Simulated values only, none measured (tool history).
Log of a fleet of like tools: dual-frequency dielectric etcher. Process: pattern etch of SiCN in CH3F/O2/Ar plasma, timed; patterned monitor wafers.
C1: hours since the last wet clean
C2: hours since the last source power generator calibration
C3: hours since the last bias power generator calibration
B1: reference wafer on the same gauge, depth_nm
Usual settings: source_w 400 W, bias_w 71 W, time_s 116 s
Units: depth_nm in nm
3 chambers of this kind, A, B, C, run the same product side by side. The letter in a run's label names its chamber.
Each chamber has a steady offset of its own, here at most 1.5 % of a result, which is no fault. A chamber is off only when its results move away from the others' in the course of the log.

Run 1C, hour 6.5: usual settings; C1 252.6; C2 937.1; C3 2812.6; B1 35.495. Result: depth_nm 42.502 nm.
Run 2B, hour 17.6: usual settings; C1 272.9; C2 543.9; C3 1915.1; B1 35.511. Result: depth_nm 42.963 nm.
Run 3A, hour 24.4: usual settings; C1 524.2; C2 858.3; C3 249.6; B1 35.502. Result: depth_nm 43.664 nm.
Run 4C, hour 34.3: usual settings; C1 280.4; C2 964.9; C3 2840.4; B1 35.471. Result: depth_nm 42.927 nm.
Run 5A, hour 44.3: usual settings but bias_w 55 W, time_s 88 s; C1 544.1; C2 878.2; C3 269.5; B1 35.468. Result: depth_nm 30.456 nm.
Run 6B, hour 55: usual settings but bias_w 55 W, time_s 88 s; C1 310.3; C2 581.3; C3 1952.5; B1 35.563. Result: depth_nm 30.02 nm.
At hour 58.7: chamber B: bias power generator calibrated.
Run 7A, hour 67.1: usual settings but bias_w 55 W, time_s 88 s; C1 566.9; C2 901; C3 292.3; B1 35.474. Result: depth_nm 30.225 nm.
Run 8C, hour 76.8: usual settings; C1 322.9; C2 1007.4; C3 2882.9; B1 35.459. Result: depth_nm 42.785 nm.
Run 9B, hour 82.9: usual settings but bias_w 81 W, time_s 88.5 s; C1 338.2; C2 609.2; C3 24.2; B1 35.514. Result: depth_nm 34.21 nm.
Run 10C, hour 93.8: usual settings but bias_w 81 W, time_s 88.5 s; C1 339.9; C2 1024.4; C3 2899.9; B1 35.439. Result: depth_nm 34.188 nm.
Run 11B, hour 106.2: usual settings but bias_w 81 W, time_s 88.5 s; C1 361.5; C2 632.5; C3 47.5; B1 35.533. Result: depth_nm 34.329 nm.
At hour 109.4: chamber A: wet clean of the chamber.
Run 12A, hour 113.5: usual settings; C1 4.1; C2 947.4; C3 338.7; B1 35.514. Result: depth_nm 43.334 nm.
Run 13A, hour 123.3: usual settings; C1 13.9; C2 957.2; C3 348.5; B1 35.543. Result: depth_nm 43.792 nm.
Run 14B, hour 132.5: usual settings; C1 387.8; C2 658.8; C3 73.8; B1 35.451. Result: depth_nm 43.202 nm.
Run 15C, hour 138.9: usual settings; C1 385; C2 1069.5; C3 2945; B1 35.571. Result: depth_nm 43.035 nm.
Run 16A, hour 150: usual settings but bias_w 56 W; C1 40.6; C2 983.9; C3 375.2; B1 35.507. Result: depth_nm 40.33 nm.
Run 17B, hour 156: usual settings but bias_w 56 W; C1 411.3; C2 682.3; C3 97.3; B1 35.423. Result: depth_nm 40.011 nm.
Run 18C, hour 169.2: usual settings but bias_w 56 W; C1 415.3; C2 1099.8; C3 2975.3; B1 35.453. Result: depth_nm 39.111 nm.
Run 19B, hour 175.8: usual settings but bias_w 58 W, time_s 98 s; C1 431.1; C2 702.1; C3 117.1; B1 35.486. Result: depth_nm 33.928 nm.
Run 20C, hour 181.9: usual settings but bias_w 58 W, time_s 98 s; C1 428; C2 1112.5; C3 2988; B1 35.53. Result: depth_nm 33.559 nm.
Run 21A, hour 193.6: usual settings but bias_w 58 W, time_s 98 s; C1 84.2; C2 1027.5; C3 418.8; B1 35.483. Result: depth_nm 34.368 nm.
Run 22B, hour 200.6: usual settings; C1 455.9; C2 726.9; C3 141.9; B1 35.505. Result: depth_nm 43.288 nm.
Run 23C, hour 208.4: usual settings; C1 454.5; C2 1139; C3 3014.5; B1 35.499. Result: depth_nm 42.509 nm.
Run 24A, hour 217.2: usual settings; C1 107.8; C2 1051.1; C3 442.4; B1 35.459. Result: depth_nm 43.998 nm.
Run 25C, hour 224.8: usual settings; C1 470.9; C2 1155.4; C3 3030.9; B1 35.464. Result: depth_nm 42.542 nm.
Run 26A, hour 233.9: usual settings; C1 124.5; C2 1067.8; C3 459.1; B1 35.524. Result: depth_nm 43.625 nm.
Run 27B, hour 243.6: usual settings; C1 498.9; C2 769.9; C3 184.9; B1 35.485. Result: depth_nm 43.003 nm.
Run 28A, hour 254.4: usual settings; C1 145; C2 1088.3; C3 479.6; B1 35.519. Result: depth_nm 44.135 nm.
Run 29B, hour 264.2: usual settings; C1 519.5; C2 790.5; C3 205.5; B1 35.553. Result: depth_nm 43.342 nm.
At hour 268.8: chamber C: wet clean of the chamber.
Run 30C, hour 273.8: usual settings; C1 5.1; C2 1204.4; C3 3079.9; B1 35.558. Result: depth_nm 42.911 nm.
Run 31A, hour 285: usual settings but source_w 480 W, bias_w 55 W; C1 175.6; C2 1118.9; C3 510.2; B1 35.528. Result: depth_nm 43.566 nm.
At hour 287.5: chamber C: bias power generator calibrated.
At hour 292: chamber B: wet clean of the chamber.
Run 32C, hour 296: usual settings but source_w 480 W, bias_w 55 W; C1 27.3; C2 1226.6; C3 8.5; B1 35.496. Result: depth_nm 41.828 nm.
Run 33B, hour 304.1: usual settings but source_w 480 W, bias_w 55 W; C1 12.1; C2 830.4; C3 245.4; B1 35.51. Result: depth_nm 42.771 nm.
Run 34B, hour 314.2: usual settings; C1 22.2; C2 840.5; C3 255.5; B1 35.474. Result: depth_nm 43.123 nm.
Run 35A, hour 323.9: usual settings but source_w 320 W, time_s 87.5 s; C1 214.5; C2 1157.8; C3 549.1; B1 35.491. Result: depth_nm 29.946 nm.
Run 36C, hour 336.2: usual settings but source_w 320 W, time_s 87.5 s; C1 67.5; C2 1266.8; C3 48.7; B1 35.513. Result: depth_nm 29.592 nm.
Run 37C, hour 343.5: usual settings but source_w 320 W, time_s 87.5 s; C1 74.8; C2 1274.1; C3 56; B1 35.53. Result: depth_nm 29.66 nm.
Run 38B, hour 349.7: usual settings; C1 57.7; C2 876; C3 291; B1 35.474. Result: depth_nm 43.495 nm.

Is one chamber off against the others, does the gauge drift, or is nothing wrong? If a chamber is off, say which, and what the likeliest cause is.

No chamber stands off beyond its own small offset, and the gauge holds steady.
